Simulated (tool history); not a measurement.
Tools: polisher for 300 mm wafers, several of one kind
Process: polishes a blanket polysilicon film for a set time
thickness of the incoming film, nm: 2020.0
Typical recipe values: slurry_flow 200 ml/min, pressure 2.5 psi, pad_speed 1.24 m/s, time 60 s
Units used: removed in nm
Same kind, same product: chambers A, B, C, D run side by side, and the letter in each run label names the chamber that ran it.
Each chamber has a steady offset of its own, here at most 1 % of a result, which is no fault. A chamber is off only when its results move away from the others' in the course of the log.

run	day	slurry_flow	pressure	pad_speed	time	wafers polished on this pad	hours since the slurry nozzle was cleaned	hours since the head pressure was calibrated	removed
1C	0.4	200	2.5	1.24	60	396	67	124.9	496.39
2D	0.783	200	2.5	1.24	60	442	400.8	462.7	500.46
3A	1.171	200	2.5	1.24	60	547	312.3	251.4	485.17
4B	1.525	200	2.5	1.24	60	360	165.7	143.8	495.75
# day 1.675: chamber A: worn pad replaced by a new one
5B	1.854	200	2.5	1.24	60	420	173.6	151.7	491.51
# day 2.112: chamber A: slurry nozzle cleaned
6C	2.3	200	2.5	1.24	60	742	112.6	170.5	489.59
7D	2.767	200	2.5	1.24	60	803	448.4	510.3	493.27
8A	3.204	200	2.5	1.24	60	279	26.3	300.2	488.05
9B	3.571	200	2.5	1.24	80	733	214.8	192.9	657.35
10A	3.817	200	2.5	1.24	80	390	41	314.9	658.17
11C	4.042	200	2.5	1.24	80	1059	154.4	212.3	662.48
12D	4.288	200	2.5	1.24	80	1080	484.9	546.8	658.84
# day 4.45: chamber B: slurry nozzle cleaned
# day 4.479: chamber C: worn pad replaced by a new one
13B	4.558	200	2.5	1.24	60	913	2.7	216.6	497.13
14A	4.842	200	2.5	1.24	60	577	65.6	339.5	494.36
15D	5.071	200	2.5	1.24	60	1222	503.7	565.6	503.61
# day 5.325: chamber D: worn pad replaced by a new one
16C	5.546	200	2.5	1.24	60	194	190.5	248.4	498.18
# day 5.658: chamber A: worn pad replaced by a new one
17D	5.946	200	2.5	1.24	60	113	524.7	586.6	512.59
18A	6.188	200	2.5	1.24	60	96	97.9	371.8	494.25
19B	6.533	200	2.5	1.24	60	1272	50.1	264	486.85
20C	6.742	200	2.5	1.24	60	412	219.2	277.1	493.01
21C	7.212	200	2.5	1.24	60	498	230.5	288.4	496.86
# day 7.254: chamber D: slurry nozzle cleaned
22B	7.617	200	2.5	1.24	60	1470	76.1	290	499.49
23D	7.95	200	2.5	1.24	60	478	16.8	634.7	514.86
# day 8.221: chamber B: head pressure recalibrated
# day 8.325: chamber B: worn pad replaced by a new one
24A	8.412	200	2.5	1.24	60	502	151.3	425.2	492.9
25C	8.804	200	2.5	1.24	60	788	268.7	326.6	495.79
26D	9.088	200	2.5	1.24	60	685	44.1	662	518.34
27A	9.529	200	2.5	1.24	60	705	178.1	452	484.44
# day 9.954: chamber A: worn pad replaced by a new one
28B	9.958	200	2.5	1.24	60	297	132.3	41.7	489.66
29C	10.271	200	2.5	1.24	60	1055	303.9	361.8	497.21
30A	10.538	200	2.5	1.24	60	106	202.3	476.2	493.48
# day 10.638: chamber C: worn pad replaced by a new one
31D	10.929	200	2.5	1.24	60	1020	88.3	706.2	532.51
32B	11.362	200	2.5	1.24	60	553	166	75.4	493.8
33B	11.638	200	2.5	1.24	60	603	172.6	82	497.7
34D	11.95	200	2.5	1.24	60	1206	112.8	730.7	522.47
35A	12.388	200	2.5	1.24	60	443	246.7	520.6	490.84
# day 12.592: chamber D: worn pad replaced by a new one
36C	12.717	200	2.5	1.24	60	378	362.6	420.5	501.31
37B	13.146	200	2.5	1.24	60	878	208.8	118.2	494.31
38D	13.554	200	2.5	1.24	60	175	151.3	769.2	534.41
# day 13.788: chamber A: worn pad replaced by a new one
39C	13.875	200	2.5	1.24	60	589	390.4	448.3	494.29
40A	14.15	200	2.5	1.24	60	66	289	562.9	492.32

Is one chamber off against the others, does the gauge drift, or is nothing wrong? If a chamber is off, say which, and what the likeliest cause is.

One chamber, D, drifts off from the rest bit by bit.
Likeliest cause: head's pressure above its setpoint, % = 8.4.

Here are 4 candidates for chamber D's next run, each the usual settings with a change, their results left as question marks. Which one brings its results back in line with what the others give on the usual settings?
Counts as in line when no further than this from what the other chambers average on the usual settings: removed 14 nm
41D-1	14.496	200	2.4	1.24	58				?
41D-2	14.496	200	2.5	1.3	62				?
41D-3	14.496	200	2.5	1.26	61				?
41D-4	14.496	200	2.5	1.2	60				?

Mean of the other chambers on the usual settings: removed 494.82 nm
run	removed
41D-1	502.11
41D-2	586.37
41D-3	558.91
41D-4	523.18
It is 41D-1 that realigns the chamber with its peers.
